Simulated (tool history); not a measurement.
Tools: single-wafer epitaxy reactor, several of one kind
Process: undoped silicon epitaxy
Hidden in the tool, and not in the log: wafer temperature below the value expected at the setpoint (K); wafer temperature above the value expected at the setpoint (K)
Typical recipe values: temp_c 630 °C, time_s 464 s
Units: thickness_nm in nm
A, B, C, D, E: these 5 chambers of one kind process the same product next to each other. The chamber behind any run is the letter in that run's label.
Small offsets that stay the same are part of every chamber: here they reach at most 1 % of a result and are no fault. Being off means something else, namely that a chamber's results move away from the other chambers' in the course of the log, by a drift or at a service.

run,hour,temp_c,time_s,hours since the last pyrometer calibration,"read-back reference wafer on the same gauge, thickness_nm",thickness_nm
1D,7.6,630,464,808.4,59.521,50.023
2B,12.4,630,464,1503.9,59.542,49.466
3E,22.1,630,464,1818.8,59.480,49.848
4C,30.2,630,464,35.2,59.459,49.885
5A,39.5,624,386,1651.7,59.523,36.403
6C,44.2,624,386,49.2,59.450,35.829
7A,50.6,624,386,1662.8,59.512,36.207
8E,59.0,624,386,1855.7,59.498,36.040
9D,66.6,624,386,867.4,59.512,36.430
10B,75.7,630,464,1567.2,59.439,49.592
11E,79.9,630,464,1876.6,59.538,49.817
12C,85.8,630,464,90.8,59.489,49.606
13A,92.1,630,464,1704.3,59.525,50.292
14B,101.5,630,464,1593.0,59.441,49.768
# hour 103.8: chamber B: pyrometer calibrated
15D,111.0,630,464,911.8,59.559,50.362
16E,115.6,630,423,1912.3,59.497,45.512
17D,124.2,630,423,925.0,59.458,45.486
18A,133.3,630,423,1745.5,59.611,45.699
19C,142.6,630,423,147.6,59.535,45.405
# hour 143.9: chamber A: pyrometer calibrated
20B,148.2,630,423,44.5,59.481,45.301
21E,157.6,630,464,1954.3,59.539,50.006
22B,162.0,630,464,58.3,59.507,49.693
23C,168.6,630,464,173.6,59.515,49.635
24D,175.7,630,464,976.5,59.480,49.986
25A,182.0,630,464,38.2,59.527,49.883
26B,186.9,630,464,83.2,59.521,50.205
27D,192.2,630,464,993.0,59.497,49.878
28E,200.4,630,464,1997.1,59.556,50.041
29C,209.0,630,464,214.0,59.547,49.123
30A,216.8,630,464,73.0,59.496,50.349
31C,223.8,630,464,228.8,59.532,49.234

Decide between three cases: one chamber stands off from its peers, the gauge reading all wafers drifts, or nothing is wrong past each chamber's small offset. Where a chamber is off, say which and what most likely put it there.

Beyond each chamber's small constant offset nothing stands out, and the gauge stays steady.
